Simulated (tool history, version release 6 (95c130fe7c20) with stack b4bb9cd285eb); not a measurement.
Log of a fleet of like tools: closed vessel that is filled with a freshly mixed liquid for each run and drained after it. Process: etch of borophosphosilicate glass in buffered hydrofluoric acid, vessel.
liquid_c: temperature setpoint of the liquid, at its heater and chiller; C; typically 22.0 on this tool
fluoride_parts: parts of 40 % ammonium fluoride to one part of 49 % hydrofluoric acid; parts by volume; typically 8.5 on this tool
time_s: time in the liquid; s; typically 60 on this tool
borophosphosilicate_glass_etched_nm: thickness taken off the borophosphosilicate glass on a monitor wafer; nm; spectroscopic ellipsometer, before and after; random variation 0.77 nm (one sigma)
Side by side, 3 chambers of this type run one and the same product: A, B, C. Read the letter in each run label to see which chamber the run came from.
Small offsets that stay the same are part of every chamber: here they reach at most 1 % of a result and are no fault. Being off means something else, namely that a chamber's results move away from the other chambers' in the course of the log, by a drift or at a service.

| run | hour | liquid_c | fluoride_parts | time_s | hours since the thermometer was replaced | hours since the hydrofluoric acid flow meter was replaced | read-back film thickness of the borophosphosilicate glass reference wafer, read on the same gauge (nm) | borophosphosilicate_glass_etched_nm |
|---|---|---|---|---|---|---|---|---|
| 1A | 7.9 | 22.0 | 8.5 | 60 | 1050.5 | 520.2 | 100.040 | 89.167 |
| 2C | 18.0 | 22.0 | 8.5 | 60 | 809.2 | 588.1 | 100.010 | 90.757 |
| 3B | 28.1 | 22.0 | 8.5 | 60 | 57.7 | 93.7 | 100.030 | 88.729 |
| 4B | 34.0 | 22.0 | 8.5 | 60 | 63.6 | 99.6 | 99.984 | 89.369 |
| 5A | 42.7 | 22.0 | 8.5 | 60 | 1085.3 | 555.0 | 100.010 | 89.582 |
| 6C | 52.0 | 22.0 | 8.5 | 60 | 843.2 | 622.1 | 99.976 | 90.627 |
| 7B | 62.0 | 22.0 | 8.5 | 60 | 91.6 | 127.6 | 100.020 | 88.508 |
| 8A | 69.8 | 22.0 | 8.5 | 60 | 1112.4 | 582.1 | 100.040 | 90.729 |
| 9C | 78.8 | 22.0 | 8.5 | 60 | 870.0 | 648.9 | 100.070 | 91.524 |
| 10A | 85.0 | 22.0 | 8.5 | 60 | 1127.6 | 597.3 | 99.974 | 90.345 |
| 11B | 90.2 | 22.0 | 8.5 | 60 | 119.8 | 155.8 | 100.010 | 89.094 |
| 12C | 98.9 | 22.0 | 8.5 | 60 | 890.1 | 669.0 | 99.999 | 91.379 |
| 13C | 107.1 | 22.0 | 8.5 | 60 | 898.3 | 677.2 | 100.000 | 90.948 |
| 14B | 115.6 | 18.0 | 8.5 | 60 | 145.2 | 181.2 | 99.969 | 70.881 |
| 15A | 123.5 | 18.0 | 8.5 | 60 | 1166.1 | 635.8 | 99.968 | 71.436 |
| 16C | 133.7 | 18.0 | 8.5 | 60 | 924.9 | 703.8 | 99.974 | 73.946 |
| 17A | 141.9 | 22.0 | 8.5 | 60 | 1184.5 | 654.2 | 100.010 | 91.652 |
| 18B | 146.9 | 24.0 | 11.0 | 60 | 176.5 | 212.5 | 99.993 | 79.401 |
| 19C | 155.7 | 24.0 | 11.0 | 60 | 946.9 | 725.8 | 100.000 | 80.837 |
| 20B | 162.9 | 24.0 | 11.0 | 60 | 192.5 | 228.5 | 100.030 | 78.704 |
| 21A | 171.2 | 22.0 | 8.5 | 60 | 1213.8 | 683.5 | 100.020 | 91.442 |
| 22C | 179.3 | 22.0 | 8.5 | 60 | 970.5 | 749.4 | 100.000 | 90.535 |
| 23B | 185.2 | 22.0 | 8.5 | 60 | 214.8 | 250.8 | 99.986 | 87.880 |
| 24A | 194.6 | 24.5 | 8.5 | 45 | 1237.2 | 706.9 | 100.000 | 79.680 |
| 25C | 200.8 | 24.5 | 8.5 | 45 | 992.0 | 770.9 | 99.969 | 78.211 |
| 26A | 206.6 | 24.5 | 8.5 | 45 | 1249.2 | 718.9 | 100.010 | 79.347 |
| 27B | 215.1 | 22.0 | 8.5 | 60 | 244.7 | 280.7 | 99.995 | 89.823 |
| 28C | 222.5 | 22.0 | 8.5 | 60 | 1013.7 | 792.6 | 99.991 | 91.312 |
| 29B | 229.4 | 22.0 | 8.5 | 60 | 259.0 | 295.0 | 99.983 | 89.254 |
| 30A | 235.5 | 22.0 | 8.5 | 60 | 1278.1 | 747.8 | 100.020 | 92.428 |
| 31C | 244.5 | 22.0 | 8.5 | 60 | 1035.7 | 814.6 | 99.985 | 90.822 |
| 32B | 253.0 | 22.0 | 8.5 | 60 | 282.6 | 318.6 | 100.020 | 89.590 |
| 33A | 259.5 | 22.0 | 8.5 | 60 | 1302.1 | 771.8 | 99.986 | 95.670 |
| 34C | 265.2 | 22.0 | 8.5 | 60 | 1056.4 | 835.3 | 100.040 | 91.403 |
| 35A | 270.1 | 22.0 | 8.5 | 60 | 1312.7 | 782.4 | 99.986 | 95.327 |
| 36B | 277.9 | 22.0 | 8.5 | 60 | 307.5 | 343.5 | 99.962 | 89.241 |
| 37B | 285.3 | 22.0 | 8.5 | 60 | 314.9 | 350.9 | 99.980 | 89.057 |
| 38C | 295.0 | 22.0 | 8.5 | 60 | 1086.2 | 865.1 | 99.980 | 91.810 |
| 39A | 302.5 | 22.0 | 8.5 | 60 | 1345.1 | 814.8 | 99.961 | 96.711 |
| 40C | 309.9 | 22.0 | 8.5 | 60 | 1101.1 | 880.0 | 100.020 | 91.662 |
| 41A | 316.1 | 22.0 | 8.5 | 60 | 1358.7 | 828.4 | 99.965 | 97.461 |
| 42B | 322.7 | 22.0 | 8.5 | 60 | 352.3 | 388.3 | 100.000 | 88.956 |
| 43A | 327.5 | 24.5 | 8.5 | 90 | 1370.1 | 839.8 | 100.010 | 165.220 |

For the next run the whole fleet of 3 chambers uses the same settings. Give each chamber's results:
| 44A | 334.9 | 22.0 | 8.5 | 60 |  |  |  | ? |
| 44B | 334.9 | 22.0 | 8.5 | 60 |  |  |  | ? |
| 44C | 334.9 | 22.0 | 8.5 | 60 |  |  |  | ? |

| run | borophosphosilicate_glass_etched_nm |
|---|---|
| 44A | 97.049 |
| 44B | 90.330 |
| 44C | 91.726 |
